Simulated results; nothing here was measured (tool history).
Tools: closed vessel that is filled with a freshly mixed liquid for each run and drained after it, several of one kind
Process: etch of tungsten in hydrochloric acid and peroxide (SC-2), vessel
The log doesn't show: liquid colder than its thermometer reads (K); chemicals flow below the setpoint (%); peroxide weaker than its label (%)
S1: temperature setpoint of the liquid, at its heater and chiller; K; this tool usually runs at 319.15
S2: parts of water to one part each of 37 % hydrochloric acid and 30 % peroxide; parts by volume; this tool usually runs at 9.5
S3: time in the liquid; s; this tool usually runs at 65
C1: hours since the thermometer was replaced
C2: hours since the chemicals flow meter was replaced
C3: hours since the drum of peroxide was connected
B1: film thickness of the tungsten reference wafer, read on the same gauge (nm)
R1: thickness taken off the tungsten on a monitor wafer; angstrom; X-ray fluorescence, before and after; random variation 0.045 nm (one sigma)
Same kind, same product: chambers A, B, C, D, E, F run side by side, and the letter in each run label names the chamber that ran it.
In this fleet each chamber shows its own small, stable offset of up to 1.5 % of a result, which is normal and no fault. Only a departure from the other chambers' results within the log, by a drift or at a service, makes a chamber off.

run   hour      S1   S2  S3      C1      C2     C3      B1      R1
 1F    6.4  319.15  9.5  65   478.6     719  754.2     150  65.333
 2C   11.9  319.15  9.5  65  1422.7   192.1  504.8     150  66.419
 3A   17.2  319.15  9.5  65   979.4   896.8  529.7  150.01  66.328
 4D   21.7  319.15  9.5  65   652.4   572.8  527.9     150  65.088
 5B   26.2  319.15  9.5  65  1289.8    1029  241.7  149.99   66.29
 6E   31.1  319.15  9.5  65  2237.5   507.7  345.7     150  65.906
 7E   37.5  319.15  9.5  65  2243.9   514.1  352.1     150  65.495
 8F   43.4  319.15  9.5  65   515.6     756  791.2  150.01  65.612
      47.3  -- chamber A: chemicals flow meter replaced
 9C   50.2  319.15  9.5  65    1461   230.4  543.1  150.02  66.586
10B   54.2  319.15  9.5  65  1317.8    1057  269.7     150  65.303
11A   57.5  319.15  9.5  65  1019.7    10.2    570  149.99  65.716
12D   63.3  319.15  9.5  65     694   614.4  569.5  150.01  65.381
13D   66.7  319.15  9.5  65   697.4   617.8  572.9  149.99  65.792
14B     74  319.15  9.5  65  1337.6  1076.8  289.5     150  66.558
15F   78.9  319.15  9.5  65   551.1   791.5  826.7  149.98  65.564
16A   85.2  319.15  9.5  65  1047.4    37.9  597.7     150  66.464
17C     89  319.15  9.5  65  1499.8   269.2  581.9  150.01  66.181
18E   96.1  319.15  9.5  65  2302.5   572.7  410.7  150.01  65.512
19D  102.2  319.15  9.5  65   732.9   653.3  608.4  150.02  66.157
20F  107.7  319.15  9.5  65   579.9   820.3  855.5     150  64.495
21B  114.8  319.15  9.5  65  1378.4  1117.6  330.3  149.99  66.047
22E  121.2  319.15  9.5  65  2327.6   597.8  435.8  149.98  66.313
23C  124.8  319.15  9.5  65  1535.6     305  617.7     150  66.203
24A  130.1  319.15  9.5  65  1092.3    82.8  642.6     150   65.91
25F  135.1  319.15  9.5  65   607.3   847.7  882.9     150  64.431
26B  139.7  319.15  9.5  65  1403.3  1142.5  355.2     150  66.005
     143.3  -- chamber C: new drum of peroxide connected
27D    147  319.15  9.5  65   777.7   698.1  653.2     150  65.766
28A  152.1  319.15  9.5  65  1114.3   104.8  664.6  150.01  65.169
29C  157.4  319.15  9.5  65  1568.2   337.6   14.1  149.99  67.218
30E  161.3  319.15  9.5  65  2367.7   637.9  475.9  150.01  65.778
31E  166.9  319.15  9.5  65  2373.3   643.5  481.5  149.98   65.72
     171.2  -- chamber C: thermometer replaced
32A  173.8  319.15  9.5  65    1136   126.5  686.3     150  64.777
33D  177.5  319.15  9.5  65   808.2   728.6  683.7     150  65.063
34F  183.9  319.15  9.5  65   656.1   896.5  931.7     150  64.775
35C  187.5  319.15  9.5  65    16.3   367.7   44.2     150  67.218
36B  191.9  319.15  9.5  65  1455.5  1194.7  407.4  149.99  66.082
37D  198.8  319.15  9.5  65   829.5   749.9    705     150  66.557
38F  203.8  319.15  9.5  65     676   916.4  951.6     150  65.322
39C  208.9  319.15  9.5  65    37.7   389.1   65.6  149.99   66.63
40B    215  319.15  9.5  65  1478.6  1217.8  430.5  149.98  65.293
41A  219.6  319.15  9.5  65  1181.8   172.3  732.1     150  63.376

Each of the 6 chambers runs these same settings next. Fill in every chamber's results:
42A  224.8  319.15  9.5  65                   ?
42B  224.8  319.15  9.5  65                   ?
42C  224.8  319.15  9.5  65                   ?
42D  224.8  319.15  9.5  65                   ?
42E  224.8  319.15  9.5  65                   ?
42F  224.8  319.15  9.5  65                   ?

run      R1
42A  63.336
42B  66.018
42C  66.045
42D  65.483
42E  66.429
42F  64.969
